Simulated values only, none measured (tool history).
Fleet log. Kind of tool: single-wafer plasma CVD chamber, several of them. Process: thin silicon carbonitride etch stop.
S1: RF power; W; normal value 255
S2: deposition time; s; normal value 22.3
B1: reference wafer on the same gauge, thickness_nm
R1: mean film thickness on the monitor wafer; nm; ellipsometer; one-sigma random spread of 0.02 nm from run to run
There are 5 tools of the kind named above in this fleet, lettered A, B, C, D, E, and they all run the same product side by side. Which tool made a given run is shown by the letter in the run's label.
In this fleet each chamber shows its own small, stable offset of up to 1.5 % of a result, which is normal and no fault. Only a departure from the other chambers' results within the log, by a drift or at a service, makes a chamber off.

{"run": "1C", "hour": 5.2, "S1": 255, "S2": 22.3, "B1": 15.201, "R1": 13.607}
{"run": "2A", "hour": 10.6, "S1": 255, "S2": 22.3, "B1": 15.198, "R1": 13.799}
{"run": "3D", "hour": 18.2, "S1": 255, "S2": 22.3, "B1": 15.193, "R1": 13.653}
{"run": "4E", "hour": 24.3, "S1": 255, "S2": 22.3, "B1": 15.195, "R1": 13.801}
{"run": "5B", "hour": 32.1, "S1": 255, "S2": 22.3, "B1": 15.193, "R1": 13.728}
{"run": "6B", "hour": 39.7, "S1": 255, "S2": 22.3, "B1": 15.19, "R1": 13.679}
{"run": "7E", "hour": 44.4, "S1": 220, "S2": 20.3, "B1": 15.186, "R1": 12.023}
{"run": "8D", "hour": 49.0, "S1": 220, "S2": 20.3, "B1": 15.184, "R1": 11.857}
{"run": "9A", "hour": 55.2, "S1": 220, "S2": 20.3, "B1": 15.181, "R1": 11.989}
{"run": "10C", "hour": 63.2, "S1": 220, "S2": 20.3, "B1": 15.179, "R1": 11.882}
{"hour": 63.9, "done": "chamber E: RF generator calibrated"}
{"run": "11D", "hour": 71.7, "S1": 220, "S2": 20.3, "B1": 15.177, "R1": 11.873}
{"run": "12C", "hour": 77.6, "S1": 255, "S2": 22.3, "B1": 15.174, "R1": 13.613}
{"run": "13B", "hour": 85.7, "S1": 255, "S2": 22.3, "B1": 15.171, "R1": 13.647}
{"run": "14E", "hour": 92.5, "S1": 255, "S2": 22.3, "B1": 15.175, "R1": 13.808}
{"run": "15A", "hour": 96.4, "S1": 255, "S2": 22.3, "B1": 15.162, "R1": 13.735}
{"run": "16C", "hour": 103.6, "S1": 275, "S2": 24.5, "B1": 15.165, "R1": 15.301}
{"run": "17B", "hour": 111.5, "S1": 275, "S2": 24.5, "B1": 15.161, "R1": 15.327}
{"hour": 112.3, "done": "chamber D: thermocouple changed; heater temperature recalibrated"}
{"run": "18A", "hour": 118.0, "S1": 275, "S2": 24.5, "B1": 15.166, "R1": 15.404}
{"run": "19D", "hour": 124.3, "S1": 275, "S2": 24.5, "B1": 15.156, "R1": 15.315}
{"run": "20E", "hour": 132.5, "S1": 275, "S2": 24.5, "B1": 15.157, "R1": 15.481}
{"run": "21C", "hour": 137.3, "S1": 255, "S2": 22.3, "B1": 15.158, "R1": 13.63}
{"run": "22A", "hour": 141.2, "S1": 300, "S2": 19.7, "B1": 15.155, "R1": 12.7}
{"hour": 146.1, "done": "chamber A: thermocouple changed; heater temperature recalibrated"}
{"run": "23B", "hour": 147.5, "S1": 300, "S2": 19.7, "B1": 15.149, "R1": 12.689}
{"run": "24E", "hour": 154.8, "S1": 300, "S2": 19.7, "B1": 15.147, "R1": 12.797}
{"run": "25D", "hour": 160.3, "S1": 300, "S2": 19.7, "B1": 15.142, "R1": 12.614}
{"run": "26A", "hour": 164.8, "S1": 300, "S2": 19.7, "B1": 15.15, "R1": 12.697}
{"run": "27E", "hour": 170.4, "S1": 255, "S2": 22.3, "B1": 15.14, "R1": 13.782}
{"run": "28B", "hour": 176.3, "S1": 255, "S2": 22.3, "B1": 15.138, "R1": 13.662}
{"run": "29D", "hour": 180.6, "S1": 255, "S2": 22.3, "B1": 15.139, "R1": 13.608}
{"run": "30C", "hour": 185.4, "S1": 255, "S2": 22.3, "B1": 15.141, "R1": 13.546}
{"run": "31A", "hour": 190.7, "S1": 255, "S2": 22.3, "B1": 15.137, "R1": 13.707}
{"run": "32E", "hour": 195.0, "S1": 235, "S2": 24.8, "B1": 15.137, "R1": 14.928}
{"run": "33B", "hour": 203.4, "S1": 235, "S2": 24.8, "B1": 15.138, "R1": 14.855}
{"run": "34D", "hour": 208.7, "S1": 235, "S2": 24.8, "B1": 15.133, "R1": 14.73}
{"run": "35C", "hour": 215.2, "S1": 235, "S2": 24.8, "B1": 15.131, "R1": 14.745}
{"run": "36A", "hour": 221.2, "S1": 235, "S2": 24.8, "B1": 15.132, "R1": 14.882}
{"run": "37C", "hour": 226.3, "S1": 255, "S2": 22.3, "B1": 15.127, "R1": 13.576}
{"run": "38B", "hour": 232.4, "S1": 255, "S2": 22.3, "B1": 15.124, "R1": 13.609}
{"run": "39D", "hour": 240.2, "S1": 255, "S2": 22.3, "B1": 15.116, "R1": 13.593}
{"run": "40E", "hour": 247.9, "S1": 255, "S2": 22.3, "B1": 15.115, "R1": 13.761}
{"run": "41B", "hour": 253.4, "S1": 230, "S2": 22.3, "B1": 15.117, "R1": 13.243}
{"run": "42C", "hour": 258.1, "S1": 230, "S2": 22.3, "B1": 15.122, "R1": 13.186}
{"run": "43D", "hour": 265.3, "S1": 230, "S2": 22.3, "B1": 15.108, "R1": 13.166}

All 5 chambers run these settings next. Forecast each chamber's results:
{"run": "44A", "hour": 271.4, "S1": 255, "S2": 20.2, "R1": "?"}
{"run": "44B", "hour": 271.4, "S1": 255, "S2": 20.2, "R1": "?"}
{"run": "44C", "hour": 271.4, "S1": 255, "S2": 20.2, "R1": "?"}
{"run": "44D", "hour": 271.4, "S1": 255, "S2": 20.2, "R1": "?"}
{"run": "44E", "hour": 271.4, "S1": 255, "S2": 20.2, "R1": "?"}

run=44A R1=12.427
run=44B R1=12.335
run=44C R1=12.260
run=44D R1=12.254
run=44E R1=12.412

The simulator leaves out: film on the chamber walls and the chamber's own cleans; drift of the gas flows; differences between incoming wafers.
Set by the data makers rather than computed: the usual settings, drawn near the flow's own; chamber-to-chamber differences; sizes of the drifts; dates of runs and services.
